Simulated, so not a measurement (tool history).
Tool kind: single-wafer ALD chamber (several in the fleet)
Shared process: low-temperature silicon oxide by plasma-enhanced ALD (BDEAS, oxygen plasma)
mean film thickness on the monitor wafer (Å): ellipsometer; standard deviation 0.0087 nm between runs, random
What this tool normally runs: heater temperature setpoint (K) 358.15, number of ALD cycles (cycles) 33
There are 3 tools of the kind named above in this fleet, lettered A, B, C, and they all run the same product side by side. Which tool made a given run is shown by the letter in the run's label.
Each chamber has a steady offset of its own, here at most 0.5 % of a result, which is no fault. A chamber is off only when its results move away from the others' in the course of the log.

| run | hour | heater temperature setpoint (K) | number of ALD cycles (cycles) | hours since the last thermocouple change | read-back reference wafer on the same gauge, thickness_nm | mean film thickness on the monitor wafer (Å) |
|---|---|---|---|---|---|---|
| 1C | 9.8 | 358.15 | 33 | 1036.1 | 4.5114 | 49.821 |
| 2B | 14.5 | 358.15 | 33 | 554 | 4.5136 | 49.834 |
| 3A | 24.2 | 358.15 | 33 | 803.9 | 4.5139 | 49.923 |
| 4A | 30.7 | 358.15 | 33 | 810.4 | 4.5132 | 49.884 |
| 5B | 38 | 358.15 | 33 | 577.5 | 4.5151 | 49.767 |
| 6C | 44 | 350.15 | 27 | 1070.3 | 4.5159 | 42.035 |
| 7C | 53.3 | 350.15 | 27 | 1079.6 | 4.5163 | 41.843 |
| 8A | 62.2 | 350.15 | 27 | 841.9 | 4.5168 | 42.148 |
| 9B | 68.9 | 358.15 | 33 | 608.4 | 4.5186 | 49.819 |
| 10B | 74.8 | 358.15 | 33 | 614.3 | 4.5193 | 49.86 |
| 11A | 84.2 | 358.15 | 33 | 863.9 | 4.5192 | 49.894 |
| 12C | 89.9 | 358.15 | 33 | 1116.2 | 4.5217 | 49.902 |
| 13B | 98.5 | 358.15 | 33 | 638 | 4.5206 | 49.915 |
| 14C | 108 | 358.15 | 28 | 1134.3 | 4.5239 | 42.422 |
| 15A | 113.4 | 358.15 | 28 | 893.1 | 4.5236 | 42.29 |
| 16C | 121.2 | 358.15 | 28 | 1147.5 | 4.5252 | 42.368 |
| 17A | 126.1 | 358.15 | 33 | 905.8 | 4.5246 | 49.996 |
| 18B | 131.9 | 358.15 | 33 | 671.4 | 4.5238 | 50.025 |
| 19A | 140.7 | 358.15 | 33 | 920.4 | 4.5275 | 49.952 |
| 20B | 149 | 358.15 | 27 | 688.5 | 4.5268 | 40.959 |
| 21C | 158 | 358.15 | 27 | 1184.3 | 4.5258 | 40.932 |
| 22A | 162.7 | 358.15 | 27 | 942.4 | 4.5279 | 40.967 |
| 23C | 169.5 | 358.15 | 33 | 1195.8 | 4.5294 | 50.177 |
| 24B | 174.5 | 358.15 | 33 | 714 | 4.5301 | 49.912 |
| 25C | 181.1 | 353.15 | 39 | 1207.4 | 4.5316 | 60.445 |
| 26A | 185.3 | 353.15 | 39 | 965 | 4.5299 | 60.099 |
| 27B | 192.7 | 353.15 | 39 | 732.2 | 4.5315 | 60.045 |
| 28C | 197.8 | 358.15 | 33 | 1224.1 | 4.5329 | 50.118 |
| 29B | 206.1 | 358.15 | 33 | 745.6 | 4.5343 | 49.868 |
| 30A | 214.6 | 358.15 | 33 | 994.3 | 4.5337 | 50.132 |
| 31A | 220.1 | 358.15 | 33 | 999.8 | 4.5372 | 49.91 |
| 32C | 229.2 | 358.15 | 33 | 1255.5 | 4.5355 | 49.952 |
| 33B | 236.1 | 358.15 | 35 | 775.6 | 4.5371 | 53.127 |
| 34A | 245.6 | 358.15 | 35 | 1025.3 | 4.5381 | 53.205 |
| 35B | 253.6 | 358.15 | 35 | 793.1 | 4.5415 | 53.32 |
| 36C | 261.4 | 358.15 | 33 | 1287.7 | 4.5391 | 50.118 |
| 37B | 267.8 | 358.15 | 33 | 807.3 | 4.5411 | 50.133 |
| 38C | 277 | 358.15 | 33 | 1303.3 | 4.5394 | 50.281 |

For the next run the whole fleet of 3 chambers uses the same settings. Give each chamber's results:
| 39A | 284.1 | 347.15 | 33 |  |  | ? |
| 39B | 284.1 | 347.15 | 33 |  |  | ? |
| 39C | 284.1 | 347.15 | 33 |  |  | ? |

| run | mean film thickness on the monitor wafer (Å) |
|---|---|
| 39A | 52.041 |
| 39B | 51.985 |
| 39C | 52.083 |

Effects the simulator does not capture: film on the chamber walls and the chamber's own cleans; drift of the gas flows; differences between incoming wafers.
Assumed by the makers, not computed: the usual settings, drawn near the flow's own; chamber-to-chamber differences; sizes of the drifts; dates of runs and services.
